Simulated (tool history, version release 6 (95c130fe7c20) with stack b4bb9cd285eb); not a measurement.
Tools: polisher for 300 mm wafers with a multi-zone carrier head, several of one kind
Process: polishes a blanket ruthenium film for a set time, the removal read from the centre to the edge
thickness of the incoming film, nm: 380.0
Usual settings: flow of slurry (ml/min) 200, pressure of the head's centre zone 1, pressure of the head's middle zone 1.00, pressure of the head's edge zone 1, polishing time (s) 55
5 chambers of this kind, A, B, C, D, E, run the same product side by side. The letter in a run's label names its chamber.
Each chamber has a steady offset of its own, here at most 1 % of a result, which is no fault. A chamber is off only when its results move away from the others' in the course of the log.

run	day	flow of slurry (ml/min)	pressure of the head's centre zone	pressure of the head's middle zone	pressure of the head's edge zone	polishing time (s)	wafers polished on this pad	hours since the slurry nozzle was cleaned	hours since the centre zone pressure was calibrated	hours since the edge zone pressure was calibrated	film removed at the wafer's centre (nm)	film removed at mid-radius (nm)	film removed at the wafer's edge (nm)
1C	0.354	200	1	1.00	1	55	52	47.3	385.0	275.8	111.770	111.180	111.730
2E	0.642	200	1	1.00	1	55	201	58.4	420.5	23.9	112.090	110.840	115.230
3B	1.000	200	1	1.00	1	55	311	378.8	1119.0	1072.4	109.520	113.030	113.930
4D	1.371	200	1	1.00	1	55	1068	48.8	534.9	353.1	109.450	113.130	114.640
# day 1.396: chamber A: slurry nozzle cleaned
5A	1.721	200	1	1.00	1	55	591	7.9	458.1	698.3	115.440	111.980	114.250
6A	2.050	200	1	1.00	1	55	638	15.8	466.0	706.2	115.660	111.260	112.480
7B	2.312	200	1	1.00	1	55	501	410.3	1150.5	1103.9	111.290	112.830	113.270
# day 2.446: chamber B: worn pad replaced by a new one
8C	2.546	200	1	1.00	1	55	369	99.9	437.6	328.4	111.490	112.660	115.790
9E	2.829	200	1	1.00	1	55	518	110.9	473.0	76.4	111.090	112.780	111.430
# day 3.017: chamber D: worn pad replaced by a new one
10D	3.029	200	1	1.11	1	55	1	88.6	574.7	392.9	111.330	120.730	114.000
11D	3.383	200	1	1.11	1	55	53	97.1	583.2	401.4	110.340	122.820	113.350
# day 3.596: chamber E: worn pad replaced by a new one
# day 3.692: chamber A: worn pad replaced by a new one
12C	3.704	200	1	1.11	1	55	537	127.7	465.4	356.2	112.200	121.310	115.070
13E	3.971	200	1	1.11	1	55	54	138.3	500.4	103.8	110.830	123.190	111.640
14B	4.242	200	1	1.11	1	55	260	456.6	1196.8	1150.2	110.850	125.290	114.180
15A	4.612	200	1	1.00	1	55	133	77.3	527.5	767.7	113.870	112.410	111.880
16C	4.958	200	1	1.00	1	55	718	157.8	495.5	386.3	111.640	111.690	114.420
# day 5.262: chamber C: edge zone pressure recalibrated
17A	5.279	245	1	1.00	1	55	230	93.3	543.5	783.7	115.870	115.920	112.520
18B	5.554	245	1	1.00	1	55	450	488.1	1228.3	1181.7	114.180	113.940	112.960
# day 5.608: chamber B: centre zone pressure recalibrated
19D	5.842	245	1	1.00	1	55	409	156.1	642.2	460.4	111.840	112.600	113.800
20E	6.038	245	1	1.00	1	55	353	187.9	550.0	153.4	116.270	115.790	114.460
# day 6.217: chamber B: worn pad replaced by a new one
21B	6.408	245	1	1.00	1	55	28	508.6	19.3	1202.2	114.750	116.230	113.860
# day 6.529: chamber A: edge zone pressure recalibrated
22A	6.762	200	1	1.00	1	55	444	128.9	579.1	5.7	113.600	113.400	111.860
23D	7.050	200	1	1.00	1	55	584	185.1	671.2	489.4	108.940	113.480	113.750
# day 7.062: chamber E: worn pad replaced by a new one
24C	7.396	200	1	1.00	1	55	1072	216.3	554.0	51.2	111.880	112.160	114.370
25E	7.671	200	1	1.00	1	55	88	227.1	589.2	192.6	112.580	111.470	114.530
26B	7.875	200	1	1.00	1	55	240	543.8	54.5	1237.4	108.600	112.670	111.410
27C	8.138	200	1	1.00	1	55	1179	234.1	571.8	69.0	111.080	112.720	112.110
28D	8.312	200	1	1.00	1	55	767	215.4	701.5	519.7	111.660	114.940	112.510
29A	8.550	200	1	1.00	1	55	703	171.8	622.0	48.6	112.870	111.910	112.350
30E	8.829	200	1	1.00	1	55	256	254.9	617.0	220.4	111.420	113.220	115.690
# day 8.979: chamber A: centre zone pressure recalibrated
31B	9.075	200	1	1.00	1	36	414	572.6	83.3	1266.2	71.238	73.263	74.513
32C	9.296	200	1	1.00	1	36	1347	261.9	599.6	96.8	74.188	71.900	75.445
# day 9.575: chamber C: worn pad replaced by a new one
33E	9.629	200	1	1.00	1	36	372	274.1	636.2	239.6	71.142	73.166	74.744
34A	9.962	200	1	1.00	1	36	908	205.7	23.7	82.5	72.997	74.086	71.884
# day 9.971: chamber B: worn pad replaced by a new one
35D	10.212	200	1	1.00	1	36	1042	261.0	747.1	565.3	72.603	73.825	74.091
# day 10.346: chamber C: centre zone pressure recalibrated
36A	10.392	200	1	1.00	1	55	970	216.0	34.0	92.8	113.920	111.360	112.560
# day 10.604: chamber A: worn pad replaced by a new one
37B	10.638	200	1	1.00	1	55	96	610.1	120.8	1303.7	110.770	111.500	109.390
38C	10.967	200	1	1.00	1	55	201	302.0	14.9	136.9	111.750	110.530	111.630
# day 11.071: chamber E: worn pad replaced by a new one
39D	11.183	200	1	1.00	1	55	1183	284.3	770.4	588.6	109.420	110.830	113.730
40E	11.412	200	1	1.00	1	55	49	316.9	679.0	282.4	110.730	111.440	114.600
41E	11.638	200	1	1.00	1	55	82	322.3	684.4	287.8	114.480	111.780	112.380
42A	11.896	200	1	1.00	1	55	187	252.1	70.1	128.9	112.910	113.020	113.090
43D	12.271	200	1	1.00	1	55	1340	310.4	796.5	614.7	113.100	112.630	110.600
44B	12.483	200	1	1.00	1	55	364	654.4	165.1	1348.0	112.230	111.950	110.590

Next, every chamber runs the same settings. What will each give?
45A	12.754	200	1	1.00	1	55					?	?	?
45B	12.754	200	1	1.00	1	55					?	?	?
45C	12.754	200	1	1.00	1	55					?	?	?
45D	12.754	200	1	1.00	1	55					?	?	?
45E	12.754	200	1	1.00	1	55					?	?	?

run	film removed at the wafer's centre (nm)	film removed at mid-radius (nm)	film removed at the wafer's edge (nm)
45A	112.730	113.330	110.850
45B	113.360	112.850	110.270
45C	110.480	112.420	114.420
45D	108.830	112.310	112.030
45E	112.100	110.290	113.730
